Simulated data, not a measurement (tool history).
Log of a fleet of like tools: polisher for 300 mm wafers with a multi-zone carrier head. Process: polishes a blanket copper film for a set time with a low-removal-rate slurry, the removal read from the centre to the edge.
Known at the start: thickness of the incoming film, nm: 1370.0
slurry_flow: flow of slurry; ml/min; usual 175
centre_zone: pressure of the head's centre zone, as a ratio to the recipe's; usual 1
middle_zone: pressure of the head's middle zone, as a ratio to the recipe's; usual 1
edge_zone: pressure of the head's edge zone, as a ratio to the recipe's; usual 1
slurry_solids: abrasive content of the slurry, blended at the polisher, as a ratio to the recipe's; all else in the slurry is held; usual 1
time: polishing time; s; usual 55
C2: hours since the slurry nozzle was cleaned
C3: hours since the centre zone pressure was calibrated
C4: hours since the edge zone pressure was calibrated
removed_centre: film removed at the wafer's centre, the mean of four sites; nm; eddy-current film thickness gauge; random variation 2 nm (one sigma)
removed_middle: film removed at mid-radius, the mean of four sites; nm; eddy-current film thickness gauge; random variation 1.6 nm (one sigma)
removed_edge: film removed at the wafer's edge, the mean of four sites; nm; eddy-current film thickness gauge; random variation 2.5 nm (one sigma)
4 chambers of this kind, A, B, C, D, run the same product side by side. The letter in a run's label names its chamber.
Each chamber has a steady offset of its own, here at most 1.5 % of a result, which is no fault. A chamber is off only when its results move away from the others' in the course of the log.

Run 1D, hour 4.6: usual settings; wafers polished on this pad 879; C2 717.3; C3 568; C4 159.7. Result: removed_centre 175.83 nm, removed_middle 175.35 nm, removed_edge 172.81 nm.
Run 2A, hour 7.3: usual settings; wafers polished on this pad 343; C2 280.4; C3 692.2; C4 300.2. Result: removed_centre 168.08 nm, removed_middle 170.77 nm, removed_edge 171.87 nm.
Run 3C, hour 10.2: usual settings; wafers polished on this pad 926; C2 149.9; C3 526.1; C4 147.4. Result: removed_centre 172.05 nm, removed_middle 172.17 nm, removed_edge 171.26 nm.
Run 4B, hour 13.1: usual settings; wafers polished on this pad 730; C2 147.6; C3 293.3; C4 337.6. Result: removed_centre 175.53 nm, removed_middle 170 nm, removed_edge 171.49 nm.
Run 5B, hour 17.9: usual settings but edge_zone 1.11, time 61 s; wafers polished on this pad 777; C2 152.4; C3 298.1; C4 342.4. Result: removed_centre 193.7 nm, removed_middle 191.87 nm, removed_edge 203.4 nm.
Run 6D, hour 22.3: usual settings but edge_zone 1.11, time 61 s; wafers polished on this pad 1052; C2 735; C3 585.7; C4 177.4. Result: removed_centre 194.71 nm, removed_middle 192.66 nm, removed_edge 203.56 nm.
At hour 25.4: chamber D: worn pad replaced by a new one.
Run 7C, hour 27.1: usual settings but edge_zone 1.11, time 61 s; wafers polished on this pad 1092; C2 166.8; C3 543; C4 164.3. Result: removed_centre 193.25 nm, removed_middle 192.6 nm, removed_edge 198.5 nm.
Run 8A, hour 30.8: usual settings but edge_zone 1.11, time 61 s; wafers polished on this pad 573; C2 303.9; C3 715.7; C4 323.7. Result: removed_centre 192.51 nm, removed_middle 191.35 nm, removed_edge 199.65 nm.
At hour 35.2: chamber A: slurry nozzle cleaned.
Run 9D, hour 35.3: usual settings; wafers polished on this pad 97; C2 748; C3 598.7; C4 190.4. Result: removed_centre 176.21 nm, removed_middle 175.21 nm, removed_edge 168.83 nm.
Run 10A, hour 37.8: usual settings; wafers polished on this pad 642; C2 2.6; C3 722.7; C4 330.7. Result: removed_centre 173.56 nm, removed_middle 173.92 nm, removed_edge 172.58 nm.
Run 11B, hour 41.2: usual settings; wafers polished on this pad 1005; C2 175.7; C3 321.4; C4 365.7. Result: removed_centre 177.78 nm, removed_middle 171.79 nm, removed_edge 175.16 nm.
Run 12C, hour 45.4: usual settings; wafers polished on this pad 1271; C2 185.1; C3 561.3; C4 182.6. Result: removed_centre 174.94 nm, removed_middle 173.78 nm, removed_edge 169.24 nm.
Run 13B, hour 49.7: usual settings; wafers polished on this pad 1089; C2 184.2; C3 329.9; C4 374.2. Result: removed_centre 176.95 nm, removed_middle 171.59 nm, removed_edge 174.72 nm.
Run 14C, hour 53.4: usual settings but centre_zone 1.04, slurry_solids 1.15; wafers polished on this pad 1349; C2 193.1; C3 569.3; C4 190.6. Result: removed_centre 188.08 nm, removed_middle 178.67 nm, removed_edge 177.87 nm.
Run 15A, hour 56: usual settings but centre_zone 1.04, slurry_solids 1.15; wafers polished on this pad 820; C2 20.8; C3 740.9; C4 348.9. Result: removed_centre 182.9 nm, removed_middle 178.43 nm, removed_edge 178.13 nm.
Run 16D, hour 59.2: usual settings but centre_zone 1.04, slurry_solids 1.15; wafers polished on this pad 331; C2 771.9; C3 622.6; C4 214.3. Result: removed_centre 188.95 nm, removed_middle 177.13 nm, removed_edge 176.78 nm.
At hour 60.2: chamber C: worn pad replaced by a new one.
Run 17B, hour 64: usual settings but centre_zone 1.04, slurry_solids 1.15; wafers polished on this pad 1229; C2 198.5; C3 344.2; C4 388.5. Result: removed_centre 188.16 nm, removed_middle 174.59 nm, removed_edge 177.44 nm.
Run 18D, hour 68.3: usual settings; wafers polished on this pad 420; C2 781; C3 631.7; C4 223.4. Result: removed_centre 174.93 nm, removed_middle 173.64 nm, removed_edge 178.84 nm.
Run 19A, hour 71.4: usual settings; wafers polished on this pad 971; C2 36.2; C3 756.3; C4 364.3. Result: removed_centre 169.84 nm, removed_middle 170.63 nm, removed_edge 175.15 nm.
Run 20C, hour 75.4: usual settings; wafers polished on this pad 149; C2 215.1; C3 591.3; C4 212.6. Result: removed_centre 172.67 nm, removed_middle 172.08 nm, removed_edge 178.38 nm.
Run 21B, hour 78.8: usual settings; wafers polished on this pad 1374; C2 213.3; C3 359; C4 403.3. Result: removed_centre 171.18 nm, removed_middle 171.1 nm, removed_edge 169.58 nm.
Run 22C, hour 81.3: usual settings; wafers polished on this pad 207; C2 221; C3 597.2; C4 218.5. Result: removed_centre 176.51 nm, removed_middle 171.35 nm, removed_edge 173.85 nm.
Run 23A, hour 83.7: usual settings; wafers polished on this pad 1091; C2 48.5; C3 768.6; C4 376.6. Result: removed_centre 169.73 nm, removed_middle 168.4 nm, removed_edge 172.21 nm.
Run 24D, hour 88.8: usual settings; wafers polished on this pad 621; C2 801.5; C3 652.2; C4 243.9. Result: removed_centre 174.53 nm, removed_middle 176.01 nm, removed_edge 177.23 nm.
Run 25D, hour 91.6: usual settings but edge_zone 1.05, slurry_solids 1.2; wafers polished on this pad 649; C2 804.3; C3 655; C4 246.7. Result: removed_centre 182.29 nm, removed_middle 181.54 nm, removed_edge 183.3 nm.
Run 26B, hour 95.9: usual settings but edge_zone 1.05, slurry_solids 1.2; wafers polished on this pad 1541; C2 230.4; C3 376.1; C4 420.4. Result: removed_centre 184.32 nm, removed_middle 179.09 nm, removed_edge 186.03 nm.
At hour 97.2: chamber B: worn pad replaced by a new one.
Run 27A, hour 100: usual settings but edge_zone 1.05, slurry_solids 1.2; wafers polished on this pad 1251; C2 64.8; C3 784.9; C4 392.9. Result: removed_centre 175.48 nm, removed_middle 173.05 nm, removed_edge 175.02 nm.
Run 28C, hour 104.7: usual settings but edge_zone 1.05, slurry_solids 1.2; wafers polished on this pad 436; C2 244.4; C3 620.6; C4 241.9. Result: removed_centre 180.78 nm, removed_middle 179.21 nm, removed_edge 184.23 nm.
Run 29A, hour 107.3: usual settings but slurry_flow 125 ml/min; wafers polished on this pad 1322; C2 72.1; C3 792.2; C4 400.2. Result: removed_centre 154.31 nm, removed_middle 154.1 nm, removed_edge 161.03 nm.
Run 30B, hour 112: usual settings but slurry_flow 125 ml/min; wafers polished on this pad 145; C2 246.5; C3 392.2; C4 436.5. Result: removed_centre 163.98 nm, removed_middle 160.54 nm, removed_edge 161.47 nm.
At hour 116.5: chamber B: slurry nozzle cleaned.
Run 31C, hour 116.8: usual settings but slurry_flow 125 ml/min; wafers polished on this pad 554; C2 256.5; C3 632.7; C4 254. Result: removed_centre 159.8 nm, removed_middle 162.72 nm, removed_edge 158.95 nm.
Run 32D, hour 121.5: usual settings but slurry_flow 125 ml/min; wafers polished on this pad 941; C2 834.2; C3 684.9; C4 276.6. Result: removed_centre 164.09 nm, removed_middle 163.08 nm, removed_edge 164.43 nm.
Run 33B, hour 124.9: usual settings; wafers polished on this pad 271; C2 8.5; C3 405.1; C4 449.4. Result: removed_centre 173.34 nm, removed_middle 172.94 nm, removed_edge 174.48 nm.
Run 34C, hour 129.8: usual settings but slurry_flow 125 ml/min; wafers polished on this pad 682; C2 269.5; C3 645.7; C4 267. Result: removed_centre 163.28 nm, removed_middle 161.62 nm, removed_edge 163.98 nm.
At hour 131: chamber D: worn pad replaced by a new one.
Run 35A, hour 132.7: usual settings but slurry_flow 125 ml/min; wafers polished on this pad 1571; C2 97.5; C3 817.6; C4 425.6. Result: removed_centre 152.42 nm, removed_middle 153.9 nm, removed_edge 156.16 nm.
Run 36D, hour 135.3: usual settings but slurry_flow 125 ml/min; wafers polished on this pad 42; C2 848; C3 698.7; C4 290.4. Result: removed_centre 163.35 nm, removed_middle 162.14 nm, removed_edge 167.25 nm.
Run 37C, hour 138.9: usual settings but slurry_flow 125 ml/min; wafers polished on this pad 771; C2 278.6; C3 654.8; C4 276.1. Result: removed_centre 160.92 nm, removed_middle 160.87 nm, removed_edge 163.28 nm.
Run 38D, hour 141.8: usual settings; wafers polished on this pad 105; C2 854.5; C3 705.2; C4 296.9. Result: removed_centre 172.9 nm, removed_middle 172 nm, removed_edge 171.48 nm.
Run 39B, hour 146.1: usual settings but edge_zone 0.93, time 41 s; wafers polished on this pad 479; C2 29.7; C3 426.3; C4 470.6. Result: removed_centre 133.51 nm, removed_middle 127.4 nm, removed_edge 123.46 nm.
Run 40A, hour 150.4: usual settings but edge_zone 0.93, time 41 s; wafers polished on this pad 1745; C2 115.2; C3 835.3; C4 443.3. Result: removed_centre 118.58 nm, removed_middle 119.04 nm, removed_edge 115.92 nm.

Is one chamber off against the others, does the gauge drift, or is nothing wrong? If a chamber is off, say which, and what the likeliest cause is.

Chamber A drifts away from the others.
Cause: removal rate lost through wear of the pad, % = 6.85.
The log may not tell that from: slurry flow missing at the pad, %.

Here are 4 candidates for chamber A's next run, each the usual settings with a change, their results left as question marks. Which one brings its results back in line with what the others give on the usual settings?
In line means no further than this from the other chambers' mean on the usual settings: removed_centre 7.2 nm; removed_middle 5.5 nm; removed_edge 8.8 nm
Run 41A-1, hour 154.1: usual settings but centre_zone 0.99, time 51 s. Result: removed_centre ?, removed_middle ?, removed_edge ?.
Run 41A-2, hour 154.1: usual settings but slurry_flow 170 ml/min, centre_zone 0.99, middle_zone 0.99, time 48 s. Result: removed_centre ?, removed_middle ?, removed_edge ?.
Run 41A-3, hour 154.1: usual settings but centre_zone 1.01, time 59 s. Result: removed_centre ?, removed_middle ?, removed_edge ?.
Run 41A-4, hour 154.1: usual settings but slurry_flow 180 ml/min, centre_zone 1.01, middle_zone 1.01, time 62 s. Result: removed_centre ?, removed_middle ?, removed_edge ?.

The other chambers' mean on the usual settings: removed_centre 174.07 nm; removed_middle 172.89 nm; removed_edge 172.83 nm
  run  removed_centre  removed_middle  removed_edge
41A-1          146.29           149.1        148.82
41A-2          136.93          138.37         139.6
41A-3          172.99          172.47        172.17
41A-4          182.73          183.74         181.5
41A-3 brings the chamber back in line.
